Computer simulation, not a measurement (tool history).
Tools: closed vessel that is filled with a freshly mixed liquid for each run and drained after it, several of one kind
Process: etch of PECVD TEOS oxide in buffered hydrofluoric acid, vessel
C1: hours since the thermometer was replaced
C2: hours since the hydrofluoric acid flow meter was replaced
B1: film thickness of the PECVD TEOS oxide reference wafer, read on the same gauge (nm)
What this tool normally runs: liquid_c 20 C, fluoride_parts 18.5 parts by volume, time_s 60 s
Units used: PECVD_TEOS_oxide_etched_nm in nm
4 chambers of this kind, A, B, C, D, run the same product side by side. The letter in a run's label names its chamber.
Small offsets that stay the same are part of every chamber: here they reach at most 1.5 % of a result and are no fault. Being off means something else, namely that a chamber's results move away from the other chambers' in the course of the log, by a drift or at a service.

Run 1A, hour 6.5: usual settings; C1 31.4; C2 220.8; B1 49.969. Result: PECVD_TEOS_oxide_etched_nm 63.038 nm.
Run 2D, hour 12: usual settings; C1 379.5; C2 1097.7; B1 49.96. Result: PECVD_TEOS_oxide_etched_nm 62.632 nm.
Run 3C, hour 18.3: usual settings; C1 1217.7; C2 352.6; B1 50.07. Result: PECVD_TEOS_oxide_etched_nm 62.389 nm.
Run 4B, hour 26.2: usual settings; C1 2044.2; C2 565.1; B1 50.02. Result: PECVD_TEOS_oxide_etched_nm 63.04 nm.
Run 5C, hour 34.1: usual settings; C1 1233.5; C2 368.4; B1 50.018. Result: PECVD_TEOS_oxide_etched_nm 62.039 nm.
At hour 39: chamber B: hydrofluoric acid flow meter replaced.
Run 6D, hour 40.5: usual settings; C1 408; C2 1126.2; B1 50. Result: PECVD_TEOS_oxide_etched_nm 62.504 nm.
Run 7A, hour 47.1: usual settings but fluoride_parts 13 parts by volume; C1 72; C2 261.4; B1 50.024. Result: PECVD_TEOS_oxide_etched_nm 89.668 nm.
Run 8B, hour 53: usual settings but fluoride_parts 13 parts by volume; C1 2071; C2 14; B1 50.028. Result: PECVD_TEOS_oxide_etched_nm 87.528 nm.
Run 9C, hour 59.9: usual settings but fluoride_parts 13 parts by volume; C1 1259.3; C2 394.2; B1 50.029. Result: PECVD_TEOS_oxide_etched_nm 89.03 nm.
Run 10D, hour 64.5: usual settings but fluoride_parts 13 parts by volume; C1 432; C2 1150.2; B1 49.984. Result: PECVD_TEOS_oxide_etched_nm 88.747 nm.
Run 11A, hour 70.2: usual settings; C1 95.1; C2 284.5; B1 50.011. Result: PECVD_TEOS_oxide_etched_nm 62.834 nm.
Run 12B, hour 74.9: usual settings but liquid_c 17 C, fluoride_parts 24 parts by volume; C1 2092.9; C2 35.9; B1 50.022. Result: PECVD_TEOS_oxide_etched_nm 43.12 nm.
Run 13A, hour 80.6: usual settings but liquid_c 17 C, fluoride_parts 24 parts by volume; C1 105.5; C2 294.9; B1 49.99. Result: PECVD_TEOS_oxide_etched_nm 42.424 nm.
At hour 86.8: chamber D: hydrofluoric acid flow meter replaced.
Run 14B, hour 87.4: usual settings but liquid_c 17 C, fluoride_parts 24 parts by volume; C1 2105.4; C2 48.4; B1 49.967. Result: PECVD_TEOS_oxide_etched_nm 43.238 nm.
Run 15C, hour 94.8: usual settings but liquid_c 17 C, fluoride_parts 24 parts by volume; C1 1294.2; C2 429.1; B1 50.03. Result: PECVD_TEOS_oxide_etched_nm 42.157 nm.
Run 16D, hour 103.3: usual settings; C1 470.8; C2 16.5; B1 50. Result: PECVD_TEOS_oxide_etched_nm 62.805 nm.
Run 17D, hour 107.3: usual settings; C1 474.8; C2 20.5; B1 50.017. Result: PECVD_TEOS_oxide_etched_nm 62.99 nm.
Run 18C, hour 114.1: usual settings; C1 1313.5; C2 448.4; B1 50.001. Result: PECVD_TEOS_oxide_etched_nm 60.717 nm.
Run 19B, hour 119.2: usual settings but fluoride_parts 15.5 parts by volume; C1 2137.2; C2 80.2; B1 50.038. Result: PECVD_TEOS_oxide_etched_nm 75.918 nm.
Run 20A, hour 124: usual settings but fluoride_parts 15.5 parts by volume; C1 148.9; C2 338.3; B1 49.933. Result: PECVD_TEOS_oxide_etched_nm 76.621 nm.
Run 21C, hour 130.3: usual settings but fluoride_parts 15.5 parts by volume; C1 1329.7; C2 464.6; B1 50.045. Result: PECVD_TEOS_oxide_etched_nm 72.285 nm.
Run 22A, hour 134.1: usual settings but fluoride_parts 15.5 parts by volume; C1 159; C2 348.4; B1 49.965. Result: PECVD_TEOS_oxide_etched_nm 75.511 nm.
Run 23B, hour 141.6: usual settings; C1 2159.6; C2 102.6; B1 49.976. Result: PECVD_TEOS_oxide_etched_nm 63.799 nm.
Run 24D, hour 148.7: usual settings; C1 516.2; C2 61.9; B1 49.963. Result: PECVD_TEOS_oxide_etched_nm 61.659 nm.
Run 25C, hour 154.1: usual settings; C1 1353.5; C2 488.4; B1 49.94. Result: PECVD_TEOS_oxide_etched_nm 61.727 nm.
Run 26B, hour 158.4: usual settings; C1 2176.4; C2 119.4; B1 49.95. Result: PECVD_TEOS_oxide_etched_nm 62.862 nm.
Run 27D, hour 163.1: usual settings; C1 530.6; C2 76.3; B1 49.979. Result: PECVD_TEOS_oxide_etched_nm 63.45 nm.
Run 28A, hour 167.7: usual settings; C1 192.6; C2 382; B1 49.989. Result: PECVD_TEOS_oxide_etched_nm 62.627 nm.
Run 29A, hour 175: usual settings but liquid_c 21.5 C, time_s 40 s; C1 199.9; C2 389.3; B1 50.011. Result: PECVD_TEOS_oxide_etched_nm 44.962 nm.
Run 30D, hour 181.5: usual settings but liquid_c 21.5 C, time_s 40 s; C1 549; C2 94.7; B1 50.054. Result: PECVD_TEOS_oxide_etched_nm 45.3 nm.
Run 31C, hour 186.9: usual settings but liquid_c 21.5 C, time_s 40 s; C1 1386.3; C2 521.2; B1 50.007. Result: PECVD_TEOS_oxide_etched_nm 43.36 nm.
Run 32B, hour 193.4: usual settings but liquid_c 21.5 C, time_s 40 s; C1 2211.4; C2 154.4; B1 49.977. Result: PECVD_TEOS_oxide_etched_nm 46.414 nm.
Run 33B, hour 198.8: usual settings; C1 2216.8; C2 159.8; B1 49.938. Result: PECVD_TEOS_oxide_etched_nm 62.529 nm.
Run 34C, hour 204.6: usual settings; C1 1404; C2 538.9; B1 49.937. Result: PECVD_TEOS_oxide_etched_nm 59.763 nm.
Run 35D, hour 212.8: usual settings; C1 580.3; C2 126; B1 50.023. Result: PECVD_TEOS_oxide_etched_nm 63.295 nm.
Run 36A, hour 220.7: usual settings; C1 245.6; C2 435; B1 49.968. Result: PECVD_TEOS_oxide_etched_nm 61.386 nm.
Run 37D, hour 227.9: usual settings; C1 595.4; C2 141.1; B1 50.008. Result: PECVD_TEOS_oxide_etched_nm 63.371 nm.
Run 38C, hour 235.8: usual settings; C1 1435.2; C2 570.1; B1 49.991. Result: PECVD_TEOS_oxide_etched_nm 57.935 nm.
Run 39B, hour 240.7: usual settings; C1 2258.7; C2 201.7; B1 50.017. Result: PECVD_TEOS_oxide_etched_nm 62.942 nm.
Run 40A, hour 249.1: usual settings; C1 274; C2 463.4; B1 49.942. Result: PECVD_TEOS_oxide_etched_nm 63.823 nm.
Run 41A, hour 256.8: usual settings but fluoride_parts 13.5 parts by volume, time_s 70 s; C1 281.7; C2 471.1; B1 49.954. Result: PECVD_TEOS_oxide_etched_nm 99.548 nm.

The same settings go to every chamber for the next run, one line per chamber below. Forecast the results for each:
Run 42A, hour 263.1: usual settings but liquid_c 17 C. Result: PECVD_TEOS_oxide_etched_nm ?.
Run 42B, hour 263.1: usual settings but liquid_c 17 C. Result: PECVD_TEOS_oxide_etched_nm ?.
Run 42C, hour 263.1: usual settings but liquid_c 17 C. Result: PECVD_TEOS_oxide_etched_nm ?.
Run 42D, hour 263.1: usual settings but liquid_c 17 C. Result: PECVD_TEOS_oxide_etched_nm ?.

run  PECVD_TEOS_oxide_etched_nm
42A                      52.285
42B                      52.896
42C                      48.718
42D                      53.585
